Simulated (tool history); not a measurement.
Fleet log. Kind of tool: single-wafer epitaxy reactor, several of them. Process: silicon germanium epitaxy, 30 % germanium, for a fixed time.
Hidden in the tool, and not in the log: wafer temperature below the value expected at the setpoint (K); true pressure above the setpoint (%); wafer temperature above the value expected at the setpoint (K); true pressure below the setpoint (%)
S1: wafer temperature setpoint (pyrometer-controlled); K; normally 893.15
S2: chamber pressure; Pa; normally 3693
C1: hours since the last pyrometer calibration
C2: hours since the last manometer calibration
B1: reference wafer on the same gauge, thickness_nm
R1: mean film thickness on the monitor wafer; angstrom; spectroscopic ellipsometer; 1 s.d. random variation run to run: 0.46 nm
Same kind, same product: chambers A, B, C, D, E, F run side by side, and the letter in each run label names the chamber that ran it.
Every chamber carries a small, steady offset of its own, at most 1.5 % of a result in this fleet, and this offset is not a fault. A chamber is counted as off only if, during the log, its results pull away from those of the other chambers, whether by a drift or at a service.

run    day      S1    S2      C1      C2      B1      R1
 1A  0.254  893.15  3693  2198.4   952.6  97.126  955.27
 2B  0.462  893.15  3693   813.9   349.6  97.231  961.04
 3D  0.596  893.15  3693  1415.3   261.5  97.168  973.23
 4C  0.871  893.15  3693    79.1     895  97.307  968.13
 5F   1.15  893.15  3693   230.3   751.5  97.299  978.35
 6E  1.429  881.15  3693   422.2   765.3  97.177  773.81
 7F  1.612  881.15  3693   241.4   762.6    97.3  783.68
 8C  1.775  881.15  3693   100.8   916.7  97.316  777.17
     1.829  -- chamber A: pyrometer calibrated
 9D  2.042  881.15  3693    1450   296.2  97.372  788.85
10A  2.296  881.15  3693    11.3  1001.6  97.366  770.97
11E  2.533  881.15  3693   448.7   791.8  97.297  771.35
12B  2.717  893.15  3693     868   403.7  97.255  952.86
13E  2.862  893.15  3693   456.6   799.7    97.2  949.23
14B  3.071  893.15  3693   876.5   412.2  97.357  958.97
15F  3.246  893.15  3693   280.6   801.8  97.306  968.35
16C  3.446  893.15  3693   140.9   956.8  97.121  960.17
17D  3.696  893.15  3693  1489.7   335.9  97.226  975.46
18A  3.854  893.15  3693    48.7    1039  97.308  954.92
19D  3.996  880.15  4520  1496.9   343.1  97.308  836.83
20F  4.208  880.15  4520   303.7   824.9  97.362  840.55
21C  4.417  880.15  4520   164.2   980.1    97.3  830.24
22E  4.654  880.15  4520   499.6   842.7  97.275   810.9
23B  4.854  880.15  4520   919.3     455  97.285  816.53
24A  5.112  880.15  4520    78.9  1069.2  97.232   828.9
25A  5.304  880.15  3693    83.5  1073.8  97.351  766.96
26E  5.496  880.15  3693   519.8   862.9  97.222  742.25
27F    5.7  880.15  3693   339.5   860.7  97.199  768.81
28D  5.862  880.15  3693  1541.7   387.9  97.325  771.91
29C  6.042  880.15  3693   203.2  1019.1  97.216  763.84
30B  6.217  880.15  3693     952   487.7  97.255  755.66
31C  6.412  893.15  3693   212.1    1028  97.369  965.72
32F  6.683  893.15  3693   363.1   884.3  97.327  975.44
33D  6.958  893.15  3693    1568   414.2  97.284  978.21
34A  7.112  893.15  3693   126.9  1117.2  97.216  964.83
35E  7.288  893.15  3693   562.8   905.9  97.394  911.39
36B  7.471  893.15  3693   982.1   517.8  97.221  953.13
37C  7.671  881.15  4560   242.3  1058.2  97.294  852.46
38D  7.871  881.15  4560  1589.9   436.1  97.266   861.1

All 6 chambers run these settings next. Forecast each chamber's results:
39A  8.075  893.15  3693               ?
39B  8.075  893.15  3693               ?
39C  8.075  893.15  3693               ?
39D  8.075  893.15  3693               ?
39E  8.075  893.15  3693               ?
39F  8.075  893.15  3693               ?

run      R1
39A  960.56
39B  960.18
39C  966.36
39D  971.25
39E   901.2
39F  978.98

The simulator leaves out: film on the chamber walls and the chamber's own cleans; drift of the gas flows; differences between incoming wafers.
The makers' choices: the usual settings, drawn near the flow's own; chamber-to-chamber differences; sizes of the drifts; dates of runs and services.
